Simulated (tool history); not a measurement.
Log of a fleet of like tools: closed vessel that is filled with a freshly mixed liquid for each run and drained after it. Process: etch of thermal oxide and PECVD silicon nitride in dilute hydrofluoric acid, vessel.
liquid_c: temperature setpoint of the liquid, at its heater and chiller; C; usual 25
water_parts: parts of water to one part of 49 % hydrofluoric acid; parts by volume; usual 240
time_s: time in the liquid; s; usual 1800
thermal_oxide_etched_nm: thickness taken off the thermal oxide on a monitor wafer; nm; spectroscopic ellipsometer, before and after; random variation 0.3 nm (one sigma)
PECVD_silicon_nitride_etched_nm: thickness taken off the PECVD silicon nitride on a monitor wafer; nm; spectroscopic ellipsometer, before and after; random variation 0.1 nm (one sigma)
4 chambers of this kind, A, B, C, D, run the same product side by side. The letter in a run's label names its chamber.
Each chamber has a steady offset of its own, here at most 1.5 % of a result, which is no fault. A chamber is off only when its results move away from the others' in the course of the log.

run    day  liquid_c  water_parts  time_s  read-back film thickness of the thermal oxide reference wafer, read on the same gauge (nm)  read-back film thickness of the PECVD silicon nitride reference wafer, read on the same gauge (nm)  thermal_oxide_etched_nm  PECVD_silicon_nitride_etched_nm
 1B  0.221        25          240    1800                                                                                      110.01                                                                                              60.005                   30.839                           29.005
 2A  0.388        25          240    1800                                                                                      110.00                                                                                              59.986                   31.273                           29.158
 3D  0.646        25          240    1800                                                                                      110.01                                                                                              59.995                   30.338                           28.958
 4C  0.854        25          240    1800                                                                                      109.98                                                                                              59.973                   30.285                           28.806
 5B  1.133        29          240    2585                                                                                      109.98                                                                                              59.985                   51.053                           53.163
 6C  1.467        29          240    2585                                                                                      110.00                                                                                              60.028                   51.494                           52.866
 7D  1.725        29          240    2585                                                                                      110.01                                                                                              60.018                   51.201                           53.277
 8A  2.017        29          240    2585                                                                                      110.02                                                                                              60.005                   51.288                           53.235
 9C  2.200        25          305    1800                                                                                      110.01                                                                                              60.024                   23.265                           22.971
10B  2.362        25          305    1800                                                                                      110.00                                                                                              60.017                   22.659                           22.929
11A  2.662        25          305    1800                                                                                      110.01                                                                                              60.010                   23.195                           23.002
12D  2.942        25          305    1800                                                                                      109.99                                                                                              60.000                   22.384                           22.847
13B  3.204        25          240    1800                                                                                      109.98                                                                                              59.996                   29.958                           29.173
14A  3.450        25          240    1800                                                                                      110.01                                                                                              60.019                   31.181                           29.089
15C  3.796        25          240    1800                                                                                      110.00                                                                                              60.007                   31.124                           28.878
16D  3.996        25          240    1800                                                                                      109.99                                                                                              59.974                   30.662                           29.142
17C  4.279        25          240    1800                                                                                      110.03                                                                                              60.049                   31.006                           28.861
18B  4.583        25          345    2545                                                                                      109.99                                                                                              59.989                   27.362                           28.660
19D  4.804        25          345    2545                                                                                      110.01                                                                                              59.975                   27.211                           28.600
20A  5.100        25          345    2545                                                                                      109.99                                                                                              59.986                   27.860                           28.677
21C  5.317        25          345    2545                                                                                      110.02                                                                                              60.009                   27.651                           28.440
22A  5.496        25          240    1800                                                                                      110.00                                                                                              59.926                   31.130                           28.912
23D  5.812        25          240    1800                                                                                      109.98                                                                                              59.993                   30.501                           29.081
24B  5.996        25          240    1800                                                                                      110.01                                                                                              59.968                   30.737                           29.046

Next, every chamber runs the same settings. What will each give?
25A  6.246        25          240    1800                                                                                                                                                                                                                        ?                                ?
25B  6.246        25          240    1800                                                                                                                                                                                                                        ?                                ?
25C  6.246        25          240    1800                                                                                                                                                                                                                        ?                                ?
25D  6.246        25          240    1800                                                                                                                                                                                                                        ?                                ?

run  thermal_oxide_etched_nm  PECVD_silicon_nitride_etched_nm
25A                   30.881                           29.042
25B                   31.115                           29.071
25C                   30.904                           29.008
25D                   31.109                           29.223
